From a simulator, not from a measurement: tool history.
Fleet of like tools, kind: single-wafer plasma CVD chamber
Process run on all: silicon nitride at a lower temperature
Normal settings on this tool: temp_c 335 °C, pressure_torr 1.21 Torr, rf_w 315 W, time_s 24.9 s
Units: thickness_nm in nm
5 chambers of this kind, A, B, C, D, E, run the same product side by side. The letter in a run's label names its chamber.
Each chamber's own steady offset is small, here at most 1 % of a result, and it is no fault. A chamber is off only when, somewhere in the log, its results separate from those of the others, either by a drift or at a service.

| run | hour | temp_c | pressure_torr | rf_w | time_s | hours since the last thermocouple change | hours since the last RF generator calibration | hours since the last manometer calibration | read-back reference wafer on the same gauge, thickness_nm | thickness_nm |
|---|---|---|---|---|---|---|---|---|---|---|
| 1D | 4.8 | 335 | 1.21 | 315 | 24.9 | 665.0 | 1089.2 | 1390.6 | 31.394 | 27.977 |
| 2C | 10.1 | 335 | 1.21 | 315 | 24.9 | 1145.8 | 1343.7 | 556.4 | 31.393 | 28.203 |
| 3B | 15.3 | 335 | 1.21 | 315 | 24.9 | 525.1 | 546.0 | 929.3 | 31.382 | 28.290 |
| 4A | 23.1 | 335 | 1.21 | 315 | 24.9 | 414.8 | 208.4 | 509.0 | 31.384 | 27.908 |
| 5E | 30.9 | 335 | 1.21 | 315 | 24.9 | 982.5 | 114.6 | 1698.0 | 31.382 | 27.852 |
| 6E | 35.2 | 335 | 1.21 | 315 | 24.9 | 986.8 | 118.9 | 1702.3 | 31.370 | 27.823 |
| 7A | 41.4 | 335 | 1.21 | 315 | 28.5 | 433.1 | 226.7 | 527.3 | 31.362 | 31.906 |
| 8B | 47.7 | 335 | 1.21 | 315 | 28.5 | 557.5 | 578.4 | 961.7 | 31.371 | 32.288 |
| 9D | 51.8 | 335 | 1.21 | 315 | 28.5 | 712.0 | 1136.2 | 1437.6 | 31.351 | 31.957 |
| 10C | 58.4 | 335 | 1.21 | 315 | 28.5 | 1194.1 | 1392.0 | 604.7 | 31.358 | 32.301 |
| 11B | 63.6 | 335 | 1.21 | 315 | 28.5 | 573.4 | 594.3 | 977.6 | 31.343 | 32.253 |
| 12C | 70.9 | 335 | 1.21 | 275 | 24.9 | 1206.6 | 1404.5 | 617.2 | 31.336 | 25.770 |
| 13D | 78.9 | 335 | 1.21 | 275 | 24.9 | 739.1 | 1163.3 | 1464.7 | 31.343 | 25.576 |
| 14E | 85.7 | 335 | 1.21 | 275 | 24.9 | 1037.3 | 169.4 | 1752.8 | 31.326 | 25.220 |
| 15A | 90.1 | 335 | 1.21 | 275 | 24.9 | 481.8 | 275.4 | 576.0 | 31.325 | 25.495 |
| 16C | 96.3 | 335 | 1.21 | 275 | 24.9 | 1232.0 | 1429.9 | 642.6 | 31.324 | 25.713 |
| 17B | 101.5 | 322 | 1.21 | 315 | 27.4 | 611.3 | 632.2 | 1015.5 | 31.316 | 31.186 |
| 18E | 109.6 | 322 | 1.21 | 315 | 27.4 | 1061.2 | 193.3 | 1776.7 | 31.312 | 30.715 |
|  | 111.5 | chamber E: capacitance manometer re-zeroed and calibrated |
| 19A | 115.0 | 322 | 1.21 | 315 | 27.4 | 506.7 | 300.3 | 600.9 | 31.309 | 30.858 |
| 20D | 119.8 | 322 | 1.21 | 315 | 27.4 | 780.0 | 1204.2 | 1505.6 | 31.303 | 30.770 |
| 21D | 125.0 | 322 | 1.21 | 315 | 27.4 | 785.2 | 1209.4 | 1510.8 | 31.295 | 30.818 |
| 22E | 129.0 | 335 | 1.21 | 315 | 24.9 | 1080.6 | 212.7 | 17.6 | 31.298 | 27.674 |
| 23C | 135.4 | 335 | 1.21 | 315 | 24.9 | 1271.1 | 1469.0 | 681.7 | 31.301 | 28.196 |
| 24B | 142.2 | 321 | 1.21 | 315 | 24.9 | 652.0 | 672.9 | 1056.2 | 31.285 | 28.236 |
| 25A | 148.6 | 321 | 1.21 | 315 | 24.9 | 540.3 | 333.9 | 634.5 | 31.280 | 27.964 |
| 26E | 153.0 | 321 | 1.21 | 315 | 24.9 | 1104.6 | 236.7 | 41.6 | 31.279 | 27.803 |
| 27C | 158.1 | 321 | 1.21 | 315 | 24.9 | 1293.8 | 1491.7 | 704.4 | 31.266 | 28.200 |
| 28B | 161.7 | 321 | 1.21 | 315 | 24.9 | 671.5 | 692.4 | 1075.7 | 31.262 | 28.269 |
| 29A | 167.1 | 335 | 1.21 | 315 | 24.9 | 558.8 | 352.4 | 653.0 | 31.266 | 27.807 |
| 30D | 175.0 | 335 | 1.21 | 315 | 24.9 | 835.2 | 1259.4 | 1560.8 | 31.252 | 27.827 |
| 31D | 181.2 | 335 | 1.21 | 315 | 24.9 | 841.4 | 1265.6 | 1567.0 | 31.242 | 27.801 |
|  | 182.8 | chamber C: RF generator calibrated |
| 32E | 184.8 | 325 | 1.39 | 315 | 24.9 | 1136.4 | 268.5 | 73.4 | 31.253 | 28.916 |
| 33B | 193.0 | 325 | 1.39 | 315 | 24.9 | 702.8 | 723.7 | 1107.0 | 31.246 | 29.360 |
| 34C | 200.7 | 325 | 1.39 | 315 | 24.9 | 1336.4 | 18.0 | 747.0 | 31.233 | 29.427 |
| 35A | 207.0 | 325 | 1.39 | 315 | 24.9 | 598.7 | 392.3 | 692.9 | 31.228 | 29.102 |
| 36E | 213.6 | 325 | 1.39 | 315 | 24.9 | 1165.2 | 297.3 | 102.2 | 31.224 | 28.949 |
| 37D | 220.7 | 335 | 1.21 | 315 | 24.9 | 880.9 | 1305.1 | 1606.5 | 31.209 | 27.769 |
| 38C | 228.0 | 335 | 1.21 | 315 | 24.9 | 1363.7 | 45.3 | 774.3 | 31.220 | 27.972 |
| 39B | 235.5 | 335 | 1.21 | 315 | 24.9 | 745.3 | 766.2 | 1149.5 | 31.218 | 28.007 |

Next, all 5 chambers run the settings below, one line each with question marks for the results. What does each chamber give?
| 40A | 241.6 | 335 | 1.21 | 315 | 24.9 |  |  |  |  | ? |
| 40B | 241.6 | 335 | 1.21 | 315 | 24.9 |  |  |  |  | ? |
| 40C | 241.6 | 335 | 1.21 | 315 | 24.9 |  |  |  |  | ? |
| 40D | 241.6 | 335 | 1.21 | 315 | 24.9 |  |  |  |  | ? |
| 40E | 241.6 | 335 | 1.21 | 315 | 24.9 |  |  |  |  | ? |

| run | thickness_nm |
|---|---|
| 40A | 27.810 |
| 40B | 28.034 |
| 40C | 28.053 |
| 40D | 27.734 |
| 40E | 27.644 |

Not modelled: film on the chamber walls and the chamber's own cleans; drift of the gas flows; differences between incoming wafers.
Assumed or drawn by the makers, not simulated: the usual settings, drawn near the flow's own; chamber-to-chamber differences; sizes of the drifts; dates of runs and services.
